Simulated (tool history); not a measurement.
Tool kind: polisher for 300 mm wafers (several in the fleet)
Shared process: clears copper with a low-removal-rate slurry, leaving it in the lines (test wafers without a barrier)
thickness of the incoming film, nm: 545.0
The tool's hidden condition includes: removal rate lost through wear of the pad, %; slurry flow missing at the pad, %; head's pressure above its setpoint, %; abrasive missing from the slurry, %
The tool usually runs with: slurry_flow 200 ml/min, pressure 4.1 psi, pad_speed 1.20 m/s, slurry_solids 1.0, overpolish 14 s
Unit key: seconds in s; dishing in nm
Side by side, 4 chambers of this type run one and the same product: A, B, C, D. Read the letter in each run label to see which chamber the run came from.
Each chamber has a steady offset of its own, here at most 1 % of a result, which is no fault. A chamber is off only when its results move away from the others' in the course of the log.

run   hour  slurry_flow  pressure  pad_speed  slurry_solids  overpolish  wafers polished on this pad  hours since the slurry nozzle was cleaned  hours since the head pressure was calibrated  hours since the slurry blender was calibrated  seconds  dishing
       5.7  -- chamber A: slurry blender recalibrated
 1C   10.9          200       4.1       1.20            1.0          14                          103                                      467.5                                         422.9                                           68.2   90.280   54.168
 2A   22.4          200       4.1       1.20            1.0          14                          655                                      220.2                                         795.5                                           16.7   92.255   53.913
      33.5  -- chamber A: worn pad replaced by a new one
 3B   36.9          200       4.1       1.20            1.0          14                          249                                      315.3                                         388.1                                           98.2   93.996   53.199
 4D   49.7          200       4.1       1.20            1.0          14                          639                                      220.1                                         102.1                                          390.1   91.009   51.608
 5A   62.4          200       4.1       1.20            1.0          14                          143                                      260.2                                         835.5                                           56.7   92.153   54.448
 6B   73.7          200       4.1       1.20            1.0          14                          432                                      352.1                                         424.9                                          135.0   92.004   54.119
      75.0  -- chamber D: worn pad replaced by a new one
 7C   81.6          200       4.1       1.20            1.0          14                          454                                      538.2                                         493.6                                          138.9   90.177   54.419
 8D   96.7          200       4.1       1.20            1.0          14                          107                                      267.1                                         149.1                                          437.1   92.521   53.419
 9D  104.5          200       4.1       1.20            0.7          12                          146                                      274.9                                         156.9                                          444.9   98.223   42.738
     108.1  -- chamber C: worn pad replaced by a new one
10C  112.4          200       4.1       1.20            0.7          12                           21                                      569.0                                         524.4                                          169.7   98.721   43.785
11A  119.1          200       4.1       1.20            0.7          12                          424                                      316.9                                         892.2                                          113.4  100.130   44.739
12B  128.9          200       4.1       1.20            0.7          12                          706                                      407.3                                         480.1                                          190.2   98.882   44.461
     131.2  -- chamber C: slurry blender recalibrated
13B  138.9          200       4.1       1.20            1.0          14                          755                                      417.3                                         490.1                                          200.2   90.861   53.937
     148.9  -- chamber D: slurry blender recalibrated
     152.5  -- chamber A: worn pad replaced by a new one
14A  153.1          200       4.1       1.46            1.0          14                            3                                      350.9                                         926.2                                          147.4   77.091   62.626
     153.8  -- chamber B: slurry blender recalibrated
     159.3  -- chamber A: slurry blender recalibrated
15D  164.1          200       4.1       1.46            1.0          14                          442                                      334.5                                         216.5                                           15.3   75.780   61.327
     167.9  -- chamber B: worn pad replaced by a new one
16C  170.9          200       4.1       1.46            1.0          14                          311                                      627.5                                         582.9                                           39.7   77.163   61.786
     177.4  -- chamber A: head pressure recalibrated
17B  184.8          200       4.1       1.46            1.0          14                           83                                      463.2                                         536.0                                           31.1   74.853   61.667
18C  192.7          200       4.1       1.20            1.0          14                          419                                      649.3                                         604.7                                           61.5   92.688   54.190
19A  203.7          200       4.1       1.20            1.0          14                          254                                      401.5                                          26.4                                           44.4   83.091   58.069
     217.4  -- chamber D: worn pad replaced by a new one
20D  217.7          200       4.1       1.20            1.0          14                            1                                      388.1                                         270.1                                           68.9   92.973   52.647
21C  232.8          200       4.1       1.20            1.0          14                          618                                      689.4                                         644.8                                          101.6   92.754   53.976
22B  239.5          200       4.1       1.20            1.0          14                          355                                      517.9                                         590.7                                           85.8   91.523   53.353
     246.5  -- chamber C: worn pad replaced by a new one
23D  246.9          200       4.1       1.20            1.0          14                          146                                      417.3                                         299.3                                           98.1   93.019   52.995
     249.2  -- chamber A: slurry nozzle cleaned
24A  254.3          200       4.1       1.20            1.0          14                          505                                        5.2                                          77.0                                           95.0   83.316   58.428
25B  266.4          200       4.1       1.20            1.0          14                          488                                      544.8                                         617.6                                          112.7   93.038   53.595
26D  275.7          200       4.1       1.20            1.0          14                          289                                      446.1                                         328.1                                          126.9   93.062   52.997
     280.2  -- chamber A: slurry blender recalibrated
     280.3  -- chamber A: worn pad replaced by a new one
27A  283.2          200       4.1       1.20            1.0          14                           14                                       34.1                                         105.9                                            3.1   84.808   59.991
28C  290.4          200       4.1       1.20            1.0          14                          218                                      747.0                                         702.4                                          159.2   92.885   53.971
29D  297.5          200       4.1       1.20            1.2          14                          397                                      467.9                                         349.9                                          148.7   87.563   55.329
30C  308.4          200       4.1       1.20            1.2          14                          307                                      765.0                                         720.4                                          177.2   89.490   54.909
     308.7  -- chamber C: slurry blender recalibrated
31A  322.9          200       4.1       1.20            1.2          14                          211                                       73.8                                         145.6                                           42.8   80.709   61.501
32B  333.1          200       4.1       1.20            1.2          14                          819                                      611.5                                         684.3                                          179.4   90.270   54.536
     341.3  -- chamber B: slurry blender recalibrated
33B  347.3          200       4.1       1.58            1.0          14                          889                                      625.7                                         698.5                                            6.0   70.351   66.022
     351.6  -- chamber D: worn pad replaced by a new one
34A  354.7          200       4.1       1.58            1.0          14                          369                                      105.6                                         177.4                                           74.6   62.539   73.833
     362.4  -- chamber B: worn pad replaced by a new one
35D  365.3          200       4.1       1.58            1.0          14                           68                                      535.7                                         417.7                                          216.5   69.858   65.812
36C  371.9          200       4.1       1.58            1.0          14                          622                                      828.5                                         783.9                                           63.3   69.053   65.991
     378.0  -- chamber D: slurry nozzle cleaned
37B  378.9          200       4.1       1.20            1.0          14                           82                                      657.3                                         730.1                                           37.6   91.024   54.454
38D  388.2          200       4.1       1.20            1.0          14                          181                                       10.2                                         440.6                                          239.4   91.896   53.180
     392.8  -- chamber C: slurry nozzle cleaned
39C  398.2          200       4.1       1.20            1.0          14                          752                                        5.4                                         810.2                                           89.6   90.207   54.055
40A  410.1          200       4.1       1.20            1.0          14                          644                                      161.0                                         232.8                                          130.0   82.558   59.625
41B  417.3          200       4.1       1.20            1.0          14                          272                                      695.7                                         768.5                                           76.0   92.892   52.879

Each of the 4 chambers runs these same settings next. Fill in every chamber's results:
42A  428.1          200       4.1       1.20            1.0          14                                                                                                                                                                             ?        ?
42B  428.1          200       4.1       1.20            1.0          14                                                                                                                                                                             ?        ?
42C  428.1          200       4.1       1.20            1.0          14                                                                                                                                                                             ?        ?
42D  428.1          200       4.1       1.20            1.0          14                                                                                                                                                                             ?        ?

run  seconds  dishing
42A   83.289   58.963
42B   91.158   52.639
42C   93.197   54.397
42D   92.039   53.157
